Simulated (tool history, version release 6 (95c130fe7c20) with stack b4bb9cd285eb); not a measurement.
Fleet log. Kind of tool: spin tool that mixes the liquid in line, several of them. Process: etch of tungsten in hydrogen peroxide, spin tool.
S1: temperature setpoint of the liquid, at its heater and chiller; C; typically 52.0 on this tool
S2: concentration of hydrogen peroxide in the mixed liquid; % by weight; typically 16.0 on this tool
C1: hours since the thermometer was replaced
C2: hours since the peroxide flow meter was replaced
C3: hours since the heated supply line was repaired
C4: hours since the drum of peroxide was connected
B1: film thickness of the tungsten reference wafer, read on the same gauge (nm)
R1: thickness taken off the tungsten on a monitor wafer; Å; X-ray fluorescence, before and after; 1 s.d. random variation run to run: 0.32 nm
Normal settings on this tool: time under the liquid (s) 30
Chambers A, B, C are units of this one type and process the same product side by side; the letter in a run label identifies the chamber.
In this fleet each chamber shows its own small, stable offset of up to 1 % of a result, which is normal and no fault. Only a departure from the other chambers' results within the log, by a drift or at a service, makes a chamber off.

run 1B hour=6.9 | S1=52.0 S2=16.0 time_under_the_liquid_(s)=30 | C1=250.2 C2=98.9 C3=1275.1 C4=72.7 | B1=110.00 | R1=844.94
run 2A hour=12.3 | S1=52.0 S2=16.0 time_under_the_liquid_(s)=30 | C1=818.3 C2=535.2 C3=1954.0 C4=1183.0 | B1=110.00 | R1=845.97
run 3C hour=17.9 | S1=52.0 S2=16.0 time_under_the_liquid_(s)=30 | C1=521.8 C2=652.2 C3=1635.1 C4=1117.4 | B1=110.02 | R1=855.51
run 4B hour=23.8 | S1=52.0 S2=16.0 time_under_the_liquid_(s)=30 | C1=267.1 C2=115.8 C3=1292.0 C4=89.6 | B1=110.02 | R1=851.76
run 5A hour=32.7 | S1=52.0 S2=16.0 time_under_the_liquid_(s)=30 | C1=838.7 C2=555.6 C3=1974.4 C4=1203.4 | B1=109.97 | R1=841.62
run 6C hour=37.1 | S1=52.0 S2=16.0 time_under_the_liquid_(s)=40 | C1=541.0 C2=671.4 C3=1654.3 C4=1136.6 | B1=110.02 | R1=1140.10
run 7B hour=41.3 | S1=52.0 S2=16.0 time_under_the_liquid_(s)=40 | C1=284.6 C2=133.3 C3=1309.5 C4=107.1 | B1=109.99 | R1=1130.00
run 8C hour=50.2 | S1=52.0 S2=16.0 time_under_the_liquid_(s)=40 | C1=554.1 C2=684.5 C3=1667.4 C4=1149.7 | B1=110.00 | R1=1136.50
run 9A hour=56.2 | S1=52.0 S2=16.0 time_under_the_liquid_(s)=30 | C1=862.2 C2=579.1 C3=1997.9 C4=1226.9 | B1=109.99 | R1=843.36
run 10A hour=64.4 | S1=47.0 S2=14.5 time_under_the_liquid_(s)=30 | C1=870.4 C2=587.3 C3=2006.1 C4=1235.1 | B1=109.99 | R1=591.32
run 11B hour=72.8 | S1=47.0 S2=14.5 time_under_the_liquid_(s)=30 | C1=316.1 C2=164.8 C3=1341.0 C4=138.6 | B1=109.99 | R1=591.09
run 12C hour=79.4 | S1=47.0 S2=14.5 time_under_the_liquid_(s)=30 | C1=583.3 C2=713.7 C3=1696.6 C4=1178.9 | B1=110.01 | R1=602.83
run 13C hour=87.4 | S1=52.0 S2=16.0 time_under_the_liquid_(s)=30 | C1=591.3 C2=721.7 C3=1704.6 C4=1186.9 | B1=109.99 | R1=854.71
run 14A hour=95.2 | S1=52.0 S2=16.0 time_under_the_liquid_(s)=30 | C1=901.2 C2=618.1 C3=2036.9 C4=1265.9 | B1=110.01 | R1=845.16
run 15B hour=99.2 | S1=52.0 S2=16.0 time_under_the_liquid_(s)=30 | C1=342.5 C2=191.2 C3=1367.4 C4=165.0 | B1=109.98 | R1=846.52
run 16B hour=106.2 | S1=52.0 S2=16.0 time_under_the_liquid_(s)=30 | C1=349.5 C2=198.2 C3=1374.4 C4=172.0 | B1=110.01 | R1=844.43
run 17C hour=113.2 | S1=52.0 S2=16.0 time_under_the_liquid_(s)=30 | C1=617.1 C2=747.5 C3=1730.4 C4=1212.7 | B1=110.01 | R1=858.80
run 18A hour=119.7 | S1=52.0 S2=16.0 time_under_the_liquid_(s)=30 | C1=925.7 C2=642.6 C3=2061.4 C4=1290.4 | B1=110.01 | R1=845.48
run 19A hour=123.6 | S1=52.0 S2=16.0 time_under_the_liquid_(s)=30 | C1=929.6 C2=646.5 C3=2065.3 C4=1294.3 | B1=109.97 | R1=843.76
run 20C hour=130.7 | S1=52.0 S2=16.0 time_under_the_liquid_(s)=30 | C1=634.6 C2=765.0 C3=1747.9 C4=1230.2 | B1=110.00 | R1=857.44
run 21B hour=139.6 | S1=52.0 S2=16.0 time_under_the_liquid_(s)=30 | C1=382.9 C2=231.6 C3=1407.8 C4=205.4 | B1=110.00 | R1=841.63
run 22A hour=147.7 | S1=55.5 S2=13.0 time_under_the_liquid_(s)=30 | C1=953.7 C2=670.6 C3=2089.4 C4=1318.4 | B1=109.99 | R1=937.75
run 23B hour=153.4 | S1=55.5 S2=13.0 time_under_the_liquid_(s)=30 | C1=396.7 C2=245.4 C3=1421.6 C4=219.2 | B1=110.01 | R1=938.13
run 24C hour=159.7 | S1=55.5 S2=13.0 time_under_the_liquid_(s)=30 | C1=663.6 C2=794.0 C3=1776.9 C4=1259.2 | B1=110.03 | R1=943.77
run 25A hour=165.9 | S1=52.0 S2=16.0 time_under_the_liquid_(s)=30 | C1=971.9 C2=688.8 C3=2107.6 C4=1336.6 | B1=109.99 | R1=840.21
run 26C hour=170.3 | S1=52.0 S2=16.0 time_under_the_liquid_(s)=30 | C1=674.2 C2=804.6 C3=1787.5 C4=1269.8 | B1=110.00 | R1=852.24
run 27B hour=177.6 | S1=52.0 S2=16.0 time_under_the_liquid_(s)=30 | C1=420.9 C2=269.6 C3=1445.8 C4=243.4 | B1=110.00 | R1=843.17
run 28C hour=181.9 | S1=52.0 S2=16.0 time_under_the_liquid_(s)=30 | C1=685.8 C2=816.2 C3=1799.1 C4=1281.4 | B1=110.01 | R1=860.75
run 29A hour=189.1 | S1=52.0 S2=16.0 time_under_the_liquid_(s)=30 | C1=995.1 C2=712.0 C3=2130.8 C4=1359.8 | B1=109.99 | R1=845.73
run 30B hour=193.7 | S1=52.0 S2=16.0 time_under_the_liquid_(s)=30 | C1=437.0 C2=285.7 C3=1461.9 C4=259.5 | B1=109.99 | R1=847.23
run 31B hour=199.7 | S1=52.0 S2=16.0 time_under_the_liquid_(s)=30 | C1=443.0 C2=291.7 C3=1467.9 C4=265.5 | B1=110.02 | R1=847.90
run 32C hour=204.4 | S1=52.0 S2=16.0 time_under_the_liquid_(s)=30 | C1=708.3 C2=838.7 C3=1821.6 C4=1303.9 | B1=109.98 | R1=855.34
run 33A hour=211.8 | S1=52.0 S2=19.5 time_under_the_liquid_(s)=30 | C1=1017.8 C2=734.7 C3=2153.5 C4=1382.5 | B1=110.00 | R1=930.80
run 34C hour=216.3 | S1=52.0 S2=19.5 time_under_the_liquid_(s)=30 | C1=720.2 C2=850.6 C3=1833.5 C4=1315.8 | B1=109.98 | R1=937.00
run 35B hour=224.5 | S1=52.0 S2=19.5 time_under_the_liquid_(s)=30 | C1=467.8 C2=316.5 C3=1492.7 C4=290.3 | B1=109.99 | R1=935.90
run 36A hour=229.9 | S1=52.0 S2=16.0 time_under_the_liquid_(s)=30 | C1=1035.9 C2=752.8 C3=2171.6 C4=1400.6 | B1=110.00 | R1=840.26
run 37A hour=233.9 | S1=52.0 S2=12.0 time_under_the_liquid_(s)=30 | C1=1039.9 C2=756.8 C3=2175.6 C4=1404.6 | B1=110.00 | R1=734.38
-- hour=238.1 chamber C: new drum of peroxide connected
run 38C hour=240.1 | S1=52.0 S2=12.0 time_under_the_liquid_(s)=30 | C1=744.0 C2=874.4 C3=1857.3 C4=2.1 | B1=110.00 | R1=738.70
run 39B hour=247.3 | S1=52.0 S2=12.0 time_under_the_liquid_(s)=30 | C1=490.6 C2=339.3 C3=1515.5 C4=313.1 | B1=109.99 | R1=733.61
run 40A hour=252.5 | S1=52.0 S2=16.0 time_under_the_liquid_(s)=30 | C1=1058.5 C2=775.4 C3=2194.2 C4=1423.2 | B1=110.00 | R1=839.88
run 41B hour=258.8 | S1=52.0 S2=16.0 time_under_the_liquid_(s)=30 | C1=502.1 C2=350.8 C3=1527.0 C4=324.6 | B1=110.01 | R1=843.44
run 42C hour=265.2 | S1=52.0 S2=16.0 time_under_the_liquid_(s)=30 | C1=769.1 C2=899.5 C3=1882.4 C4=27.2 | B1=109.98 | R1=852.39
run 43C hour=273.4 | S1=52.0 S2=16.0 time_under_the_liquid_(s)=30 | C1=777.3 C2=907.7 C3=1890.6 C4=35.4 | B1=110.03 | R1=856.04

Is one chamber out of step, is the gauge drifting, or do the chambers differ by no more than their own small offsets? For an off chamber, give its letter and the likeliest cause.

No chamber is off and the gauge is stable; the differences are just each chamber's small, constant offset.
